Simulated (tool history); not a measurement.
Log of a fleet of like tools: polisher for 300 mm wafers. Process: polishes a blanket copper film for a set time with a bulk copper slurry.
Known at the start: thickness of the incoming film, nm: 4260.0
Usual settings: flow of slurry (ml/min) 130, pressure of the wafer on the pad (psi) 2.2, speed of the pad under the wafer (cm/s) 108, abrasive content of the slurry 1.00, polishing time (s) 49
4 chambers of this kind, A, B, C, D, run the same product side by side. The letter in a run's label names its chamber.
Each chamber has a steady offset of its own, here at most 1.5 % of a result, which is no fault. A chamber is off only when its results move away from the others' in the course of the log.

run   hour  flow of slurry (ml/min)  pressure of the wafer on the pad (psi)  speed of the pad under the wafer (cm/s)  abrasive content of the slurry  polishing time (s)  wafers polished on this pad  hours since the slurry nozzle was cleaned  hours since the head pressure was calibrated  hours since the slurry blender was calibrated  film removed (nm)
 1D    7.7                      130                                     2.2                                      108                            1.00                  49                          359                                      253.3                                         170.5                                          101.9             430.36
      18.2  -- chamber B: worn pad replaced by a new one
 2C   21.4                      130                                     2.2                                      108                            1.00                  49                          660                                      185.1                                          61.0                                           27.0             439.37
 3B   28.8                      130                                     2.2                                      108                            1.00                  49                           97                                      123.9                                         948.6                                           34.4             433.94
      30.8  -- chamber A: head pressure recalibrated
 4A   43.0                      130                                     2.2                                      108                            1.00                  49                          516                                      100.8                                          12.2                                          280.0             432.72
 5B   54.1                      130                                     2.2                                      108                            1.00                  49                          331                                      149.2                                         973.9                                           59.7             432.00
 6C   62.1                      130                                     2.2                                      108                            1.00                  49                         1035                                      225.8                                         101.7                                           67.7             433.38
 7D   73.0                      130                                     2.2                                      108                            1.00                  49                          961                                      318.6                                         235.8                                          167.2             434.43
 8A   86.6                      130                                     2.2                                      108                            1.00                  49                          917                                      144.4                                          55.8                                          323.6             435.04
      94.7  -- chamber D: worn pad replaced by a new one
 9A   97.7                      130                                     2.2                                      108                            1.00                  49                         1020                                      155.5                                          66.9                                          334.7             434.81
10D  107.2                      130                                     2.2                                      108                            1.00                  49                          115                                      352.8                                         270.0                                          201.4             428.30
     115.4  -- chamber C: worn pad replaced by a new one
11C  121.7                      130                                     2.2                                      108                            1.00                  49                           58                                      285.4                                         161.3                                          127.3             435.66
     124.5  -- chamber A: worn pad replaced by a new one
     132.2  -- chamber B: worn pad replaced by a new one
12B  132.6                      130                                     2.2                                      108                            1.00                  49                            3                                      227.7                                        1052.4                                          138.2             434.57
13A  145.8                      130                                     2.2                                      108                            1.00                  49                          197                                      203.6                                         115.0                                          382.8             437.15
14D  154.3                      130                                     2.2                                      108                            1.00                  49                          549                                      399.9                                         317.1                                          248.5             438.82
15C  162.1                      130                                     2.2                                      108                            1.00                  49                          431                                      325.8                                         201.7                                          167.7             438.27
16B  173.6                      130                                     2.2                                      108                            1.00                  49                          381                                      268.7                                        1093.4                                          179.2             433.42
     175.3  -- chamber A: slurry blender recalibrated
17B  186.3                      130                                     2.2                                      108                            1.00                  49                          498                                      281.4                                        1106.1                                          191.9             429.75
18A  194.7                      130                                     2.2                                      108                            1.00                  49                          647                                      252.5                                         163.9                                           19.5             435.98
19C  207.0                      130                                     2.2                                      108                            1.00                  49                          844                                      370.7                                         246.6                                          212.6             440.37
     215.9  -- chamber D: slurry nozzle cleaned
20D  217.5                      110                                     2.2                                      108                            1.15                  49                         1131                                        1.6                                         380.3                                          311.7             424.79
     219.6  -- chamber D: worn pad replaced by a new one
21B  232.8                      110                                     2.2                                      108                            1.15                  49                          927                                      327.9                                        1152.6                                          238.4             430.42
     233.4  -- chamber D: slurry blender recalibrated
     235.8  -- chamber B: head pressure recalibrated
     240.8  -- chamber B: slurry nozzle cleaned
22A  245.7                      110                                     2.2                                      108                            1.15                  49                         1117                                      303.5                                         214.9                                           70.5             439.16
     246.4  -- chamber B: worn pad replaced by a new one
     254.3  -- chamber C: worn pad replaced by a new one
23C  259.8                      110                                     2.2                                      108                            1.15                  49                           51                                      423.5                                         299.4                                          265.4             436.68
24D  272.3                      165                                     2.2                                      108                            1.00                  55                          486                                       56.4                                         435.1                                           39.0             504.33
25B  279.0                      165                                     2.2                                      108                            1.00                  55                          301                                       38.2                                          43.2                                          284.6             536.42
     284.5  -- chamber A: worn pad replaced by a new one
26C  293.8                      165                                     2.2                                      108                            1.00                  55                          364                                      457.5                                         333.4                                          299.4             514.11
27A  307.4                      165                                     2.2                                      108                            1.00                  55                          211                                      365.2                                         276.6                                          132.2             510.50
28D  315.5                      130                                     2.2                                       76                            1.00                  61                          884                                       99.6                                         478.3                                           82.2             383.45
29D  330.4                      130                                     2.2                                       76                            1.00                  61                         1022                                      114.5                                         493.2                                           97.1             375.46
     333.4  -- chamber D: worn pad replaced by a new one
30A  343.0                      130                                     2.2                                       76                            1.00                  61                          539                                      400.8                                         312.2                                          167.8             377.63
31B  351.9                      130                                     2.2                                       76                            1.00                  61                          973                                      111.1                                         116.1                                          357.5             401.09
32C  359.2                      130                                     2.2                                      108                            1.00                  49                          967                                      522.9                                         398.8                                          364.8             439.68
     365.7  -- chamber B: worn pad replaced by a new one
33B  365.9                      130                                     2.2                                      108                            1.00                  49                            2                                      125.1                                         130.1                                          371.5             455.84
34D  379.7                      130                                     2.2                                      108                            1.00                  49                          427                                      163.8                                         542.5                                          146.4             430.25
35A  393.0                      130                                     2.2                                      108                            1.00                  49                         1000                                      450.8                                         362.2                                          217.8             428.23
36C  402.4                      130                                     2.2                                      108                            1.00                  39                         1365                                      566.1                                         442.0                                          408.0             347.40

Next, every chamber runs the same settings. What will each give?
37A  413.4                      130                                     2.2                                      108                            1.00                  64                                                                                                                                                                                       ?
37B  413.4                      130                                     2.2                                      108                            1.00                  64                                                                                                                                                                                       ?
37C  413.4                      130                                     2.2                                      108                            1.00                  64                                                                                                                                                                                       ?
37D  413.4                      130                                     2.2                                      108                            1.00                  64                                                                                                                                                                                       ?

run  film removed (nm)
37A             571.59
37B             602.68
37C             570.78
37D             554.78
